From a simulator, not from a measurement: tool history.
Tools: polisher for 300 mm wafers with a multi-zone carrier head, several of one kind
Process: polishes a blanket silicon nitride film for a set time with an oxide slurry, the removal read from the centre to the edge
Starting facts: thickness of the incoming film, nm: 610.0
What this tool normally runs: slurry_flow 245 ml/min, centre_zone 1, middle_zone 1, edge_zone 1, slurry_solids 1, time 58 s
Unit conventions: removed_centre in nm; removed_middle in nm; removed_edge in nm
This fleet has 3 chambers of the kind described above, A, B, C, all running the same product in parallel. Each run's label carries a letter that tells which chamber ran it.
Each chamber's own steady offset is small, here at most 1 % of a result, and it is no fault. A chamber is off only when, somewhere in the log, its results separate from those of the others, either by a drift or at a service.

run 1A hour=7.7 | slurry_flow=245 centre_zone=1 middle_zone=1 edge_zone=1 slurry_solids=1 time=58 | removed_centre=41.23 removed_middle=41.057 removed_edge=41.913
-- hour=9 chamber B: worn pad replaced by a new one
run 2B hour=12.5 | slurry_flow=245 centre_zone=1 middle_zone=1 edge_zone=1 slurry_solids=1 time=58 | removed_centre=41.51 removed_middle=41.51 removed_edge=41.385
run 3C hour=18.8 | slurry_flow=245 centre_zone=1 middle_zone=1 edge_zone=1 slurry_solids=1 time=58 | removed_centre=41.399 removed_middle=41.413 removed_edge=41.174
run 4A hour=24.9 | slurry_flow=245 centre_zone=1 middle_zone=1 edge_zone=1 slurry_solids=1 time=58 | removed_centre=41.027 removed_middle=41.556 removed_edge=40.998
run 5B hour=28.7 | slurry_flow=285 centre_zone=1 middle_zone=1 edge_zone=0.89 slurry_solids=1 time=58 | removed_centre=41.988 removed_middle=41.964 removed_edge=39.922
run 6C hour=34.7 | slurry_flow=285 centre_zone=1 middle_zone=1 edge_zone=0.89 slurry_solids=1 time=58 | removed_centre=42.736 removed_middle=41.665 removed_edge=39.773
-- hour=36.6 chamber A: worn pad replaced by a new one
run 7A hour=41 | slurry_flow=285 centre_zone=1 middle_zone=1 edge_zone=0.89 slurry_solids=1 time=58 | removed_centre=41.964 removed_middle=41.888 removed_edge=40.355
run 8C hour=46.4 | slurry_flow=245 centre_zone=1 middle_zone=1 edge_zone=1 slurry_solids=1 time=58 | removed_centre=41.463 removed_middle=40.542 removed_edge=42.109
-- hour=52.5 chamber C: worn pad replaced by a new one
run 9B hour=54.8 | slurry_flow=245 centre_zone=1 middle_zone=1 edge_zone=1 slurry_solids=1 time=58 | removed_centre=41.602 removed_middle=41.187 removed_edge=41.623
-- hour=57.6 chamber B: worn pad replaced by a new one
run 10B hour=60 | slurry_flow=245 centre_zone=1 middle_zone=1 edge_zone=1 slurry_solids=1 time=58 | removed_centre=41.448 removed_middle=41.122 removed_edge=41.494
-- hour=64.8 chamber A: centre zone pressure recalibrated
run 11A hour=65 | slurry_flow=245 centre_zone=1 middle_zone=1 edge_zone=1 slurry_solids=1 time=58 | removed_centre=44.08 removed_middle=41.701 removed_edge=41.666
-- hour=69.7 chamber C: centre zone pressure recalibrated
run 12C hour=70.5 | slurry_flow=245 centre_zone=1 middle_zone=1 edge_zone=1 slurry_solids=1 time=58 | removed_centre=41.354 removed_middle=40.982 removed_edge=40.723
run 13B hour=76.9 | slurry_flow=245 centre_zone=1 middle_zone=1 edge_zone=1 slurry_solids=1 time=58 | removed_centre=42.096 removed_middle=41.15 removed_edge=41.882
run 14A hour=83.8 | slurry_flow=245 centre_zone=1 middle_zone=1 edge_zone=1 slurry_solids=1 time=58 | removed_centre=44.26 removed_middle=41.421 removed_edge=41.593
run 15C hour=88.1 | slurry_flow=310 centre_zone=1 middle_zone=1 edge_zone=1 slurry_solids=1 time=39 | removed_centre=28.346 removed_middle=28.259 removed_edge=27.948
run 16C hour=92.6 | slurry_flow=310 centre_zone=1 middle_zone=1 edge_zone=1 slurry_solids=1 time=39 | removed_centre=29.002 removed_middle=28.159 removed_edge=27.928
run 17B hour=98.9 | slurry_flow=310 centre_zone=1 middle_zone=1 edge_zone=1 slurry_solids=1 time=39 | removed_centre=28.777 removed_middle=28.479 removed_edge=28.402
-- hour=99 chamber B: worn pad replaced by a new one
run 18A hour=106 | slurry_flow=245 centre_zone=1 middle_zone=1 edge_zone=1 slurry_solids=1 time=58 | removed_centre=44.279 removed_middle=41.526 removed_edge=41.349
run 19A hour=113.9 | slurry_flow=245 centre_zone=1 middle_zone=1 edge_zone=1 slurry_solids=1 time=58 | removed_centre=45.121 removed_middle=41.081 removed_edge=40.962
-- hour=114.5 chamber C: slurry nozzle cleaned
run 20B hour=120 | slurry_flow=245 centre_zone=1 middle_zone=1 edge_zone=1 slurry_solids=1 time=58 | removed_centre=41.963 removed_middle=41.383 removed_edge=41.961
-- hour=121.4 chamber C: worn pad replaced by a new one
run 21C hour=128.3 | slurry_flow=245 centre_zone=0.91 middle_zone=1 edge_zone=1 slurry_solids=1 time=58 | removed_centre=37.799 removed_middle=41.312 removed_edge=42.522

Has any chamber moved away from the others, gradually or after a service, or does the common gauge drift, or do the chambers differ only by their own small steady offsets? State the chamber and the most likely cause if one applies.

A service on chamber A put it out of line with the rest.
Cause: centre zone's pressure above its setpoint, % = 7.41.

Here are 4 candidates for chamber A's next run, each the usual settings with a change, their results left as question marks. Which one brings its results back in line with what the others give on the usual settings?
A result is in line if it is within this distance of the other chambers' mean on the usual settings: removed_centre 1 nm; removed_middle 1.1 nm; removed_edge 1.6 nm
run 22A-1 hour=134.7 | slurry_flow=245 centre_zone=0.98 middle_zone=1 edge_zone=1.01 slurry_solids=1 time=58 | removed_centre=? removed_middle=? removed_edge=?
run 22A-2 hour=134.7 | slurry_flow=240 centre_zone=0.96 middle_zone=1.01 edge_zone=1.01 slurry_solids=1 time=57 | removed_centre=? removed_middle=? removed_edge=?
run 22A-3 hour=134.7 | slurry_flow=250 centre_zone=1.05 middle_zone=0.99 edge_zone=0.98 slurry_solids=1 time=59 | removed_centre=? removed_middle=? removed_edge=?
run 22A-4 hour=134.7 | slurry_flow=245 centre_zone=1.02 middle_zone=1 edge_zone=0.99 slurry_solids=1 time=58 | removed_centre=? removed_middle=? removed_edge=?

On the usual settings, the other chambers give on average: removed_centre 41.658 nm; removed_middle 41.109 nm; removed_edge 41.523 nm
run=22A-1 removed_centre=43.6 removed_middle=41.434 removed_edge=42.062
run=22A-2 removed_centre=41.796 removed_middle=40.999 removed_edge=41.253
run=22A-3 removed_centre=47.877 removed_middle=41.842 removed_edge=42.192
run=22A-4 removed_centre=45.511 removed_middle=41.425 removed_edge=41.618
The right change is 22A-2: it brings the chamber back within the allowed miss of the others.
